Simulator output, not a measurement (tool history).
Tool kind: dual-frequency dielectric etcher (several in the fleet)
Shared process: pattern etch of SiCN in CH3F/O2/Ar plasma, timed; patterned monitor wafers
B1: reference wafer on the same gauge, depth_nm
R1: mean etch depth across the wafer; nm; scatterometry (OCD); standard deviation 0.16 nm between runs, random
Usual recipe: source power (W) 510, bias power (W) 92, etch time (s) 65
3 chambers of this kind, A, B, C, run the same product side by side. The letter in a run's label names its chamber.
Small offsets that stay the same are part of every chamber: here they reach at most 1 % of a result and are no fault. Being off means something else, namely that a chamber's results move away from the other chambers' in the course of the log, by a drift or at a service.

Run 1B, hour 10.9: usual settings; B1 29.771. Result: R1 29.232 nm.
Run 2C, hour 21.3: usual settings; B1 29.773. Result: R1 28.962 nm.
Run 3A, hour 29.8: usual settings; B1 29.795. Result: R1 29.142 nm.
Run 4B, hour 42.5: usual settings; B1 29.754. Result: R1 29.052 nm.
At hour 49.5: chamber C: wet clean of the chamber.
Run 5A, hour 56.4: usual settings; B1 29.832. Result: R1 28.893 nm.
Run 6C, hour 66.2: usual settings; B1 29.767. Result: R1 29.239 nm.
Run 7A, hour 77.5: usual settings; B1 29.815. Result: R1 28.875 nm.
Run 8C, hour 86.3: usual settings but source power (W) 570, bias power (W) 112; B1 29.794. Result: R1 32.476 nm.
At hour 93: chamber A: wet clean of the chamber.
Run 9B, hour 99.7: usual settings but source power (W) 570, bias power (W) 112; B1 29.812. Result: R1 32.939 nm.
Run 10C, hour 107.6: usual settings but source power (W) 570, bias power (W) 112; B1 29.848. Result: R1 32.449 nm.
Run 11A, hour 123.1: usual settings; B1 29.793. Result: R1 29.08 nm.
Run 12B, hour 134.1: usual settings; B1 29.796. Result: R1 29.204 nm.
Run 13B, hour 147: usual settings; B1 29.83. Result: R1 29.822 nm.
Run 14C, hour 155.1: usual settings; B1 29.807. Result: R1 28.882 nm.
Run 15A, hour 168.7: usual settings; B1 29.812. Result: R1 29.17 nm.
Run 16B, hour 176.2: usual settings; B1 29.808. Result: R1 30.043 nm.
Run 17C, hour 189.5: usual settings but bias power (W) 83; B1 29.782. Result: R1 28.139 nm.
Run 18A, hour 199.8: usual settings but bias power (W) 83; B1 29.832. Result: R1 28.252 nm.
Run 19C, hour 212.1: usual settings but bias power (W) 83; B1 29.779. Result: R1 27.892 nm.
Run 20B, hour 228: usual settings; B1 29.855. Result: R1 30.465 nm.
Run 21A, hour 243.2: usual settings; B1 29.799. Result: R1 29.038 nm.
Run 22B, hour 254.9: usual settings; B1 29.772. Result: R1 30.215 nm.
Run 23A, hour 265.7: usual settings; B1 29.786. Result: R1 28.996 nm.
Run 24C, hour 274.3: usual settings; B1 29.817. Result: R1 28.946 nm.
Run 25C, hour 284.2: usual settings; B1 29.82. Result: R1 29.075 nm.
Run 26B, hour 299.6: usual settings but source power (W) 400, etch time (s) 50; B1 29.828. Result: R1 21.544 nm.
Run 27A, hour 309.9: usual settings but source power (W) 400, etch time (s) 50; B1 29.836. Result: R1 20.346 nm.
Run 28C, hour 318.2: usual settings but source power (W) 400, etch time (s) 50; B1 29.77. Result: R1 20.421 nm.
Run 29B, hour 331.5: usual settings but source power (W) 550, bias power (W) 81; B1 29.827. Result: R1 30.147 nm.

For the next run the whole fleet of 3 chambers uses the same settings. Give each chamber's results:
Run 30A, hour 343.1: usual settings. Result: R1 ?.
Run 30B, hour 343.1: usual settings. Result: R1 ?.
Run 30C, hour 343.1: usual settings. Result: R1 ?.

run      R1
30A   29.33
30B   31.01
30C  28.975
